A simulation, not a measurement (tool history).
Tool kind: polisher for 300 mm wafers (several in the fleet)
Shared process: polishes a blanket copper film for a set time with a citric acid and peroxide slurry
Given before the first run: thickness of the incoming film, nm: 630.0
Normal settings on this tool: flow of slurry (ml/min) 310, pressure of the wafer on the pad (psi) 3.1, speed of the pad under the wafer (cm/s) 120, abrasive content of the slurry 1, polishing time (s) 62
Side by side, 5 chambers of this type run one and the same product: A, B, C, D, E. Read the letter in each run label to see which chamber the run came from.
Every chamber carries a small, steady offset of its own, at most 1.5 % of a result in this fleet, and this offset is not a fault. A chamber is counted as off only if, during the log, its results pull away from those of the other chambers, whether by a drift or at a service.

| run | day | flow of slurry (ml/min) | pressure of the wafer on the pad (psi) | speed of the pad under the wafer (cm/s) | abrasive content of the slurry | polishing time (s) | film removed (nm) |
|---|---|---|---|---|---|---|---|
| 1D | 0.396 | 310 | 3.1 | 120 | 1 | 62 | 203.78 |
|  | 0.754 | chamber B: worn pad replaced by a new one |
| 2A | 0.996 | 310 | 3.1 | 120 | 1 | 62 | 200.12 |
|  | 1 | chamber D: worn pad replaced by a new one |
|  | 1.058 | chamber C: worn pad replaced by a new one |
|  | 1.208 | chamber B: slurry nozzle cleaned |
| 3C | 1.521 | 310 | 3.1 | 120 | 1 | 62 | 201.36 |
|  | 1.575 | chamber C: slurry nozzle cleaned |
|  | 2.117 | chamber D: slurry blender recalibrated |
| 4E | 2.117 | 310 | 3.1 | 120 | 1 | 62 | 198.13 |
| 5B | 2.475 | 310 | 3.1 | 120 | 1 | 62 | 201.7 |
|  | 2.638 | chamber C: slurry blender recalibrated |
| 6A | 3.033 | 310 | 3.1 | 120 | 1 | 62 | 204.59 |
|  | 3.304 | chamber A: worn pad replaced by a new one |
| 7D | 3.492 | 310 | 3.1 | 120 | 1 | 62 | 199.88 |
| 8B | 3.808 | 310 | 3.1 | 120 | 1 | 62 | 207.5 |
|  | 4.079 | chamber D: worn pad replaced by a new one |
|  | 4.296 | chamber E: worn pad replaced by a new one |
| 9E | 4.371 | 310 | 3.1 | 120 | 1 | 62 | 195.47 |
|  | 4.617 | chamber C: worn pad replaced by a new one |
|  | 4.796 | chamber E: slurry nozzle cleaned |
| 10C | 4.879 | 310 | 3.1 | 120 | 1 | 62 | 205.12 |
| 11D | 5.188 | 310 | 3.1 | 134 | 0.85 | 62 | 219.43 |
|  | 5.462 | chamber E: slurry blender recalibrated |
| 12B | 5.6 | 310 | 3.1 | 134 | 0.85 | 62 | 228.38 |
| 13C | 6.088 | 310 | 3.1 | 134 | 0.85 | 62 | 215.92 |
|  | 6.479 | chamber B: slurry blender recalibrated |
| 14E | 6.567 | 310 | 3.1 | 134 | 0.85 | 62 | 219.56 |
|  | 7.042 | chamber D: worn pad replaced by a new one |
|  | 7.083 | chamber B: worn pad replaced by a new one |
|  | 7.154 | chamber A: worn pad replaced by a new one |
| 15A | 7.167 | 310 | 3.1 | 134 | 0.85 | 62 | 217.09 |
| 16D | 7.675 | 310 | 3.1 | 102 | 1.25 | 62 | 183.51 |
| 17A | 7.979 | 310 | 3.1 | 102 | 1.25 | 62 | 183.55 |
|  | 8.321 | chamber A: head pressure recalibrated |
| 18E | 8.342 | 310 | 3.1 | 102 | 1.25 | 62 | 179.31 |
| 19C | 8.671 | 310 | 3.1 | 102 | 1.25 | 62 | 177.55 |
| 20B | 8.958 | 310 | 3.1 | 102 | 1.25 | 62 | 192.33 |
|  | 8.992 | chamber C: worn pad replaced by a new one |
| 21E | 9.538 | 310 | 3.1 | 120 | 1 | 62 | 202.96 |
|  | 9.583 | chamber D: worn pad replaced by a new one |
| 22A | 9.838 | 385 | 2.2 | 120 | 1 | 62 | 144.33 |
| 23C | 10.133 | 385 | 2.2 | 120 | 1 | 62 | 146.1 |
|  | 10.512 | chamber E: worn pad replaced by a new one |
| 24D | 10.629 | 385 | 2.2 | 120 | 1 | 62 | 150.53 |
|  | 10.775 | chamber A: worn pad replaced by a new one |
| 25B | 11.188 | 385 | 2.2 | 120 | 1 | 62 | 159.5 |
| 26B | 11.675 | 385 | 2.2 | 120 | 1 | 62 | 160.51 |
|  | 12.067 | chamber D: worn pad replaced by a new one |
| 27C | 12.246 | 310 | 3.1 | 120 | 1 | 62 | 200.79 |
| 28E | 12.529 | 310 | 3.1 | 120 | 0.85 | 80 | 250.21 |
|  | 12.862 | chamber D: slurry blender recalibrated |
| 29A | 12.921 | 310 | 3.1 | 120 | 0.85 | 80 | 253.22 |
| 30D | 13.25 | 310 | 3.1 | 120 | 0.85 | 80 | 252.83 |
|  | 13.408 | chamber C: worn pad replaced by a new one |
| 31C | 13.642 | 310 | 3.1 | 120 | 0.85 | 80 | 251.49 |

One chamber off, gauge drift, or nothing amiss beyond the chambers' own small offsets? If it is a chamber, which one, and what is the likeliest cause?

Little by little, chamber B moves away from the other chambers.
Cause: head's pressure above its setpoint, % = 9.91.

Which of the 4 candidates below, each the usual settings with something changed and its results left as question marks, puts chamber B back in line with what the other chambers give on the usual settings?
In-line tolerance around the mean of the other chambers on the usual settings: film removed (nm) 7.5
| 32B-1 | 14.083 | 310 | 3.1 | 108 | 1 | 55 | ? |
| 32B-2 | 14.083 | 310 | 3.1 | 114 | 1 | 59 | ? |
| 32B-3 | 14.083 | 310 | 3.3 | 128 | 1 | 67 | ? |
| 32B-4 | 14.083 | 310 | 3.1 | 120 | 1 | 68 | ? |

Average result of the remaining chambers running the usual settings: film removed (nm) 202.34
| run | film removed (nm) |
|---|---|
| 32B-1 | 178.78 |
| 32B-2 | 202.4 |
| 32B-3 | 274.56 |
| 32B-4 | 245.51 |
Change 32B-2 lands the chamber within the allowed miss of the other chambers.
